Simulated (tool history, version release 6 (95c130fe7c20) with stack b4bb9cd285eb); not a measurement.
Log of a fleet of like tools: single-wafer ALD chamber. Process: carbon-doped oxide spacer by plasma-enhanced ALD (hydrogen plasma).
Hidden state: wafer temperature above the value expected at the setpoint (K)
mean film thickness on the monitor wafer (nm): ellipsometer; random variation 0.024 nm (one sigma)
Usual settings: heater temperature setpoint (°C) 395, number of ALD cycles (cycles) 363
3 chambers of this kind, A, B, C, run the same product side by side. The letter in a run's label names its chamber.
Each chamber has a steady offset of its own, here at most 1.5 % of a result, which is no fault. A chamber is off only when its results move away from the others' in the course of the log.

| run | hour | heater temperature setpoint (°C) | number of ALD cycles (cycles) | hours since the last thermocouple change | read-back reference wafer on the same gauge, thickness_nm | mean film thickness on the monitor wafer (nm) |
|---|---|---|---|---|---|---|
| 1C | 7.8 | 395 | 363 | 266.1 | 16.304 | 18.242 |
| 2B | 16.4 | 395 | 363 | 209.0 | 16.313 | 17.943 |
| 3A | 20.8 | 395 | 363 | 601.5 | 16.309 | 18.367 |
| 4B | 24.9 | 395 | 363 | 217.5 | 16.309 | 17.957 |
| 5A | 30.8 | 395 | 363 | 611.5 | 16.311 | 18.349 |
| 6C | 39.4 | 395 | 363 | 297.7 | 16.320 | 18.281 |
| 7A | 44.0 | 395 | 312 | 624.7 | 16.324 | 15.766 |
| 8B | 48.5 | 395 | 312 | 241.1 | 16.322 | 15.424 |
| 9C | 55.3 | 395 | 312 | 313.6 | 16.325 | 15.714 |
| 10A | 59.3 | 408 | 410 | 640.0 | 16.327 | 20.030 |
| 11C | 65.3 | 408 | 410 | 323.6 | 16.333 | 20.185 |
| 12B | 73.5 | 408 | 410 | 266.1 | 16.336 | 19.828 |
| 13A | 77.5 | 395 | 363 | 658.2 | 16.339 | 18.363 |
| 14C | 86.1 | 395 | 363 | 344.4 | 16.340 | 18.313 |
| 15B | 94.3 | 395 | 363 | 286.9 | 16.345 | 17.999 |
| 16B | 98.5 | 403 | 363 | 291.1 | 16.352 | 17.863 |
| 17C | 106.9 | 403 | 363 | 365.2 | 16.352 | 18.151 |
| 18A | 114.2 | 403 | 363 | 694.9 | 16.361 | 18.079 |
| 19C | 120.9 | 395 | 363 | 379.2 | 16.358 | 18.324 |
| 20B | 125.5 | 395 | 363 | 318.1 | 16.358 | 18.001 |
| 21A | 133.3 | 395 | 294 | 714.0 | 16.370 | 14.920 |
| 22A | 140.5 | 395 | 294 | 721.2 | 16.367 | 14.940 |
| 23B | 147.8 | 395 | 294 | 340.4 | 16.379 | 14.602 |
| 24C | 152.0 | 395 | 363 | 410.3 | 16.372 | 18.339 |
| 25C | 159.4 | 382 | 363 | 417.7 | 16.383 | 18.324 |
| 26B | 164.2 | 382 | 363 | 356.8 | 16.380 | 18.021 |
| 27A | 168.7 | 382 | 363 | 749.4 | 16.379 | 18.383 |
| 28B | 173.4 | 395 | 363 | 366.0 | 16.386 | 18.045 |

Next, every chamber runs the same settings. What will each give?
| 29A | 180.0 | 395 | 363 |  |  | ? |
| 29B | 180.0 | 395 | 363 |  |  | ? |
| 29C | 180.0 | 395 | 363 |  |  | ? |

| run | mean film thickness on the monitor wafer (nm) |
|---|---|
| 29A | 18.462 |
| 29B | 18.011 |
| 29C | 18.314 |
